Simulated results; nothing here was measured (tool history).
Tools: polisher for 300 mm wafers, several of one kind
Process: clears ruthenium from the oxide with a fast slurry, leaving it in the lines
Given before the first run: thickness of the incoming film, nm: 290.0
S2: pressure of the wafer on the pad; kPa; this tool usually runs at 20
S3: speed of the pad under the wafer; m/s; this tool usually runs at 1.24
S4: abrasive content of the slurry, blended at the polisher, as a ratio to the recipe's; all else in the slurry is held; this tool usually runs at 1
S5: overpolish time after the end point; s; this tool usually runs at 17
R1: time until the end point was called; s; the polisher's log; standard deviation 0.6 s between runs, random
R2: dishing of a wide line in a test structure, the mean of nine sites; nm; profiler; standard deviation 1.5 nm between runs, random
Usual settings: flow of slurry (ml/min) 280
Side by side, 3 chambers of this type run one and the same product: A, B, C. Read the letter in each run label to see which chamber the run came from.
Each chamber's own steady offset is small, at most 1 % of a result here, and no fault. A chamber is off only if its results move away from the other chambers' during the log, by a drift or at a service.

{"hour": 2.0, "done": "chamber C: worn pad replaced by a new one"}
{"run": "1B", "hour": 5.3, "flow of slurry (ml/min)": 280, "S2": 20, "S3": 1.24, "S4": 1, "S5": 17, "R1": 55.067, "R2": 61.775}
{"run": "2C", "hour": 11.1, "flow of slurry (ml/min)": 280, "S2": 20, "S3": 1.24, "S4": 1, "S5": 17, "R1": 55.216, "R2": 61.384}
{"hour": 13.9, "done": "chamber A: slurry blender recalibrated"}
{"run": "3A", "hour": 17.1, "flow of slurry (ml/min)": 280, "S2": 20, "S3": 1.24, "S4": 1, "S5": 17, "R1": 54.679, "R2": 58.991}
{"run": "4A", "hour": 22.4, "flow of slurry (ml/min)": 280, "S2": 20, "S3": 1.24, "S4": 1, "S5": 17, "R1": 54.793, "R2": 61.754}
{"run": "5B", "hour": 28.1, "flow of slurry (ml/min)": 280, "S2": 20, "S3": 1.24, "S4": 1, "S5": 17, "R1": 55.293, "R2": 58.854}
{"run": "6C", "hour": 31.1, "flow of slurry (ml/min)": 280, "S2": 20, "S3": 1.24, "S4": 0.85, "S5": 17, "R1": 58.893, "R2": 59.561}
{"hour": 35.0, "done": "chamber A: worn pad replaced by a new one"}
{"run": "7B", "hour": 35.7, "flow of slurry (ml/min)": 280, "S2": 20, "S3": 1.24, "S4": 0.85, "S5": 17, "R1": 59.43, "R2": 55.769}
{"run": "8C", "hour": 40.3, "flow of slurry (ml/min)": 280, "S2": 20, "S3": 1.24, "S4": 0.85, "S5": 17, "R1": 58.183, "R2": 56.641}
{"hour": 44.8, "done": "chamber B: slurry blender recalibrated"}
{"run": "9A", "hour": 44.9, "flow of slurry (ml/min)": 280, "S2": 20, "S3": 1.24, "S4": 1, "S5": 17, "R1": 54.498, "R2": 58.36}
{"run": "10C", "hour": 48.4, "flow of slurry (ml/min)": 280, "S2": 20, "S3": 1.24, "S4": 1, "S5": 17, "R1": 53.565, "R2": 60.422}
{"hour": 52.4, "done": "chamber B: worn pad replaced by a new one"}
{"run": "11B", "hour": 53.5, "flow of slurry (ml/min)": 280, "S2": 20, "S3": 1.24, "S4": 1, "S5": 17, "R1": 56.369, "R2": 60.355}
{"run": "12A", "hour": 56.9, "flow of slurry (ml/min)": 280, "S2": 20, "S3": 1.24, "S4": 1, "S5": 17, "R1": 54.105, "R2": 62.854}
{"run": "13A", "hour": 61.4, "flow of slurry (ml/min)": 280, "S2": 20, "S3": 1.24, "S4": 1, "S5": 17, "R1": 54.532, "R2": 59.365}
{"run": "14C", "hour": 64.4, "flow of slurry (ml/min)": 280, "S2": 24.8, "S3": 1.24, "S4": 1, "S5": 17, "R1": 43, "R2": 73.31}
{"run": "15B", "hour": 69.4, "flow of slurry (ml/min)": 280, "S2": 24.8, "S3": 1.24, "S4": 1, "S5": 17, "R1": 43.981, "R2": 67.464}
{"hour": 69.5, "done": "chamber C: worn pad replaced by a new one"}
{"hour": 71.1, "done": "chamber C: head pressure recalibrated"}
{"run": "16A", "hour": 75.4, "flow of slurry (ml/min)": 280, "S2": 24.8, "S3": 1.24, "S4": 1, "S5": 17, "R1": 43.49, "R2": 72.1}
{"hour": 75.5, "done": "chamber A: head pressure recalibrated"}
{"hour": 76.8, "done": "chamber B: head pressure recalibrated"}
{"run": "17C", "hour": 80.7, "flow of slurry (ml/min)": 280, "S2": 20, "S3": 1.24, "S4": 1, "S5": 17, "R1": 54.382, "R2": 59.095}
{"run": "18B", "hour": 86.2, "flow of slurry (ml/min)": 280, "S2": 20, "S3": 1.24, "S4": 1, "S5": 17, "R1": 55.566, "R2": 60.328}
{"run": "19B", "hour": 90.8, "flow of slurry (ml/min)": 280, "S2": 24.1, "S3": 0.96, "S4": 1, "S5": 17, "R1": 58.063, "R2": 59.217}
{"hour": 93.1, "done": "chamber A: worn pad replaced by a new one"}
{"run": "20C", "hour": 94.9, "flow of slurry (ml/min)": 280, "S2": 24.1, "S3": 0.96, "S4": 1, "S5": 17, "R1": 58.387, "R2": 57.416}
{"run": "21A", "hour": 98.6, "flow of slurry (ml/min)": 280, "S2": 24.1, "S3": 0.96, "S4": 1, "S5": 17, "R1": 57.829, "R2": 60.291}
{"run": "22B", "hour": 103.9, "flow of slurry (ml/min)": 280, "S2": 20, "S3": 1.24, "S4": 1, "S5": 17, "R1": 55.199, "R2": 60.918}
{"hour": 107.9, "done": "chamber B: worn pad replaced by a new one"}
{"run": "23C", "hour": 109.9, "flow of slurry (ml/min)": 280, "S2": 20, "S3": 1.24, "S4": 1, "S5": 17, "R1": 55.465, "R2": 58.109}
{"run": "24A", "hour": 115.0, "flow of slurry (ml/min)": 280, "S2": 20, "S3": 1.24, "S4": 1, "S5": 17, "R1": 54.646, "R2": 61.325}
{"run": "25A", "hour": 117.7, "flow of slurry (ml/min)": 280, "S2": 20, "S3": 1.24, "S4": 1, "S5": 17, "R1": 53.805, "R2": 60.511}
{"run": "26B", "hour": 122.8, "flow of slurry (ml/min)": 280, "S2": 20, "S3": 1.24, "S4": 1, "S5": 17, "R1": 55.188, "R2": 63.093}
{"run": "27C", "hour": 125.5, "flow of slurry (ml/min)": 280, "S2": 20, "S3": 1.04, "S4": 1, "S5": 24, "R1": 65.385, "R2": 71.115}
{"run": "28A", "hour": 131.5, "flow of slurry (ml/min)": 280, "S2": 20, "S3": 1.04, "S4": 1, "S5": 24, "R1": 66.002, "R2": 70.119}
{"run": "29C", "hour": 137.0, "flow of slurry (ml/min)": 280, "S2": 20, "S3": 1.04, "S4": 1, "S5": 24, "R1": 65.787, "R2": 67.987}
{"hour": 137.9, "done": "chamber C: worn pad replaced by a new one"}
{"run": "30B", "hour": 142.5, "flow of slurry (ml/min)": 280, "S2": 20, "S3": 1.24, "S4": 1, "S5": 17, "R1": 55.187, "R2": 59.684}
{"run": "31A", "hour": 148.1, "flow of slurry (ml/min)": 280, "S2": 20, "S3": 1.56, "S4": 1, "S5": 17, "R1": 43.213, "R2": 72.018}
{"hour": 150.3, "done": "chamber A: worn pad replaced by a new one"}
{"run": "32B", "hour": 153.7, "flow of slurry (ml/min)": 280, "S2": 20, "S3": 1.56, "S4": 1, "S5": 17, "R1": 43.523, "R2": 66.756}
{"run": "33C", "hour": 159.2, "flow of slurry (ml/min)": 280, "S2": 20, "S3": 1.56, "S4": 1, "S5": 17, "R1": 43.325, "R2": 71.924}
{"run": "34B", "hour": 162.9, "flow of slurry (ml/min)": 280, "S2": 20, "S3": 1.24, "S4": 1, "S5": 17, "R1": 55.565, "R2": 61.326}
{"hour": 166.2, "done": "chamber B: worn pad replaced by a new one"}
{"run": "35A", "hour": 167.4, "flow of slurry (ml/min)": 280, "S2": 20, "S3": 1.24, "S4": 1, "S5": 17, "R1": 54.308, "R2": 60.889}
{"run": "36C", "hour": 171.9, "flow of slurry (ml/min)": 280, "S2": 20, "S3": 1.24, "S4": 1, "S5": 17, "R1": 54.319, "R2": 61.367}
{"run": "37C", "hour": 175.1, "flow of slurry (ml/min)": 280, "S2": 20, "S3": 1.24, "S4": 1, "S5": 17, "R1": 53.95, "R2": 59.858}
{"run": "38B", "hour": 178.9, "flow of slurry (ml/min)": 280, "S2": 20, "S3": 1.24, "S4": 1, "S5": 17, "R1": 55.331, "R2": 60.217}
{"run": "39A", "hour": 184.4, "flow of slurry (ml/min)": 280, "S2": 20, "S3": 1.24, "S4": 1, "S5": 17, "R1": 54.22, "R2": 59.482}
{"run": "40B", "hour": 190.0, "flow of slurry (ml/min)": 280, "S2": 20, "S3": 1.24, "S4": 1, "S5": 17, "R1": 54.37, "R2": 57.899}
{"run": "41A", "hour": 193.6, "flow of slurry (ml/min)": 280, "S2": 20, "S3": 1.24, "S4": 1, "S5": 17, "R1": 55.045, "R2": 57.732}

Next, all 3 chambers run the settings below, one line each with question marks for the results. What does each chamber give?
{"run": "42A", "hour": 198.0, "flow of slurry (ml/min)": 280, "S2": 20, "S3": 1.24, "S4": 1, "S5": 17, "R1": "?", "R2": "?"}
{"run": "42B", "hour": 198.0, "flow of slurry (ml/min)": 280, "S2": 20, "S3": 1.24, "S4": 1, "S5": 17, "R1": "?", "R2": "?"}
{"run": "42C", "hour": 198.0, "flow of slurry (ml/min)": 280, "S2": 20, "S3": 1.24, "S4": 1, "S5": 17, "R1": "?", "R2": "?"}

run=42A R1=54.177 R2=59.919
run=42B R1=54.976 R2=61.076
run=42C R1=54.069 R2=59.034

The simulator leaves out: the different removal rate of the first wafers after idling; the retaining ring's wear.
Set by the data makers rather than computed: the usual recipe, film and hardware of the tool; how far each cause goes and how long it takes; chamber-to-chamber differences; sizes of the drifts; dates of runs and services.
